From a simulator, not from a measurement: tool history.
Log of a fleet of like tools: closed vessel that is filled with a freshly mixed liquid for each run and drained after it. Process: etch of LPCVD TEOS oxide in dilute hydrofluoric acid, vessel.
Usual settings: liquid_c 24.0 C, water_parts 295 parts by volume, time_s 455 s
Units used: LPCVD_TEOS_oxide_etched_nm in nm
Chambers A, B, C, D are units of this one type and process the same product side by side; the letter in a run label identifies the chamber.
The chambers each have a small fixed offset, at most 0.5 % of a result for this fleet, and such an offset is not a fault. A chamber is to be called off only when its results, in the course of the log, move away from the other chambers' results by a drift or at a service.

run	hour	liquid_c	water_parts	time_s	hours since the thermometer was replaced	hours since the hydrofluoric acid flow meter was replaced	read-back film thickness of the LPCVD TEOS oxide reference wafer, read on the same gauge (nm)	LPCVD_TEOS_oxide_etched_nm
1B	12.7	24.0	295	455	1110.2	56.1	100.010	25.807
2A	20.9	24.0	295	455	983.3	542.2	100.020	25.500
3C	34.4	24.0	295	455	638.1	615.5	100.000	25.912
4D	46.8	24.0	295	455	1970.5	69.3	100.000	25.577
5C	56.4	24.0	295	455	660.1	637.5	100.000	25.711
6B	70.6	24.0	295	455	1168.1	114.0	99.999	25.678
7D	82.4	26.0	295	455	2006.1	104.9	100.020	27.555
8A	89.0	26.0	295	455	1051.4	610.3	99.964	27.268
9B	100.2	26.0	295	455	1197.7	143.6	100.020	27.322
10D	112.5	26.0	295	455	2036.2	135.0	99.990	27.492
11A	123.9	24.0	295	455	1086.3	645.2	100.020	25.275
12C	135.2	24.0	295	455	738.9	716.3	100.020	25.918
13D	146.8	24.0	295	455	2070.5	169.3	100.030	25.511
14C	155.6	24.0	295	455	759.3	736.7	100.010	25.707
15B	167.5	24.0	295	455	1265.0	210.9	99.999	25.891
16A	181.7	24.0	295	455	1144.1	703.0	99.996	25.109
17C	193.8	24.0	295	455	797.5	774.9	99.964	25.980
18A	202.0	24.0	360	455	1164.4	723.3	100.000	19.241
19D	213.0	24.0	360	455	2136.7	235.5	99.985	19.535
20B	221.5	24.0	360	455	1319.0	264.9	99.979	19.721
21B	231.3	24.0	360	455	1328.8	274.7	100.020	20.003
22A	237.5	24.0	295	455	1199.9	758.8	100.020	24.847
23D	245.8	24.0	295	455	2169.5	268.3	99.982	25.601
24C	252.8	24.0	295	455	856.5	833.9	100.020	26.050
25C	265.1	24.0	295	455	868.8	846.2	99.976	25.799
26A	278.0	24.0	295	455	1240.4	799.3	100.040	24.472
27D	292.2	24.0	295	455	2215.9	314.7	100.030	25.434
28B	298.7	24.0	295	455	1396.2	342.1	100.030	25.706
29B	306.9	24.0	295	455	1404.4	350.3	99.997	25.676
30D	313.1	24.0	295	455	2236.8	335.6	100.000	25.736
31C	325.9	24.0	295	455	929.6	907.0	99.989	25.896
32A	332.4	26.0	295	455	1294.8	853.7	100.030	26.013
33D	341.1	26.0	295	455	2264.8	363.6	100.010	27.315
34C	354.7	26.0	295	455	958.4	935.8	99.977	27.680
35A	369.1	26.0	295	455	1331.5	890.4	100.010	25.720
36B	377.7	24.0	295	455	1475.2	421.1	100.000	26.062
37D	388.1	20.5	295	290	2311.8	410.6	100.020	14.338
38B	395.0	20.5	295	290	1492.5	438.4	100.010	14.452
39C	406.5	20.5	295	290	1010.2	987.6	99.992	14.496
40A	419.7	20.5	295	290	1382.1	941.0	99.999	13.588
41D	430.3	24.0	295	455	2354.0	452.8	100.020	25.586

For the next run the whole fleet of 4 chambers uses the same settings. Give each chamber's results:
42A	440.7	24.0	295	455				?
42B	440.7	24.0	295	455				?
42C	440.7	24.0	295	455				?
42D	440.7	24.0	295	455				?

run	LPCVD_TEOS_oxide_etched_nm
42A	23.944
42B	25.946
42C	25.797
42D	25.644
